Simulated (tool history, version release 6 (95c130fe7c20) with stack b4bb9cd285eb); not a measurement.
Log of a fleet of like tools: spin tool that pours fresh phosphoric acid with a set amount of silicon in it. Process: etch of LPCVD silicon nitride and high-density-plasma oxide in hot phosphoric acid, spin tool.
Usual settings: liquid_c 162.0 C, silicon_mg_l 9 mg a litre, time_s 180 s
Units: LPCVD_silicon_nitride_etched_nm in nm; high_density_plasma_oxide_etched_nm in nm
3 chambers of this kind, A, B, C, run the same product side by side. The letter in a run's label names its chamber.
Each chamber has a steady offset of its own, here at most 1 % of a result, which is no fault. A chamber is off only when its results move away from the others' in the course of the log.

run	day	liquid_c	silicon_mg_l	time_s	read-back film thickness of the LPCVD silicon nitride reference wafer, read on the same gauge (nm)	read-back film thickness of the high-density-plasma oxide reference wafer, read on the same gauge (nm)	LPCVD_silicon_nitride_etched_nm	high_density_plasma_oxide_etched_nm
1B	0.167	162.0	9	180	129.98	109.99	16.2250	0.58660
2A	0.304	162.0	9	180	130.01	110.00	16.9160	0.56760
3C	0.529	162.0	9	180	129.96	109.98	16.6320	0.57668
4A	0.750	162.0	9	180	129.98	109.99	16.8560	0.62304
5C	0.912	163.0	9	180	130.00	110.01	17.3290	0.67627
6B	1.121	163.0	9	180	129.99	110.01	16.7980	0.64295
7C	1.338	163.0	9	180	130.00	110.00	17.4330	0.65155
8B	1.558	162.0	9	180	129.99	109.99	16.4840	0.56607
9A	1.775	162.0	9	180	130.02	110.00	16.5960	0.59198
10C	1.946	162.0	9	180	129.97	109.99	16.8740	0.62796
11A	2.171	162.0	9	180	130.02	109.99	16.5270	0.54764
12B	2.392	162.0	9	180	129.99	110.00	16.5280	0.57226
13A	2.538	162.0	9	180	129.99	110.00	16.0810	0.56710
14B	2.742	162.0	9	180	130.00	109.99	16.5970	0.54177
15C	2.846	162.0	9	180	129.97	109.99	16.7140	0.56975
16B	3.004	162.0	9	180	130.01	109.98	16.4820	0.61339
17A	3.162	162.0	9	180	130.04	109.99	16.1440	0.47860
18C	3.300	162.0	15	230	130.01	109.99	21.7040	0.63177
19A	3.496	162.0	15	230	130.00	110.00	20.2490	0.62402
20B	3.688	162.0	15	230	129.95	110.00	21.1950	0.65909
21C	3.812	160.5	13	180	129.98	110.01	15.6420	0.52799
22C	3.996	160.5	13	180	130.00	110.02	15.7550	0.49869
23B	4.200	160.5	13	180	130.01	110.01	15.7260	0.50921
24A	4.425	162.0	9	180	130.02	110.01	15.4160	0.50654
25C	4.533	162.0	9	105	130.04	109.99	9.7277	0.35592

All 3 chambers run these settings next. Forecast each chamber's results:
26A	4.700	162.0	9	180			?	?
26B	4.700	162.0	9	180			?	?
26C	4.700	162.0	9	180			?	?

run	LPCVD_silicon_nitride_etched_nm	high_density_plasma_oxide_etched_nm
26A	15.6090	0.49897
26B	16.5620	0.59996
26C	16.8120	0.55265
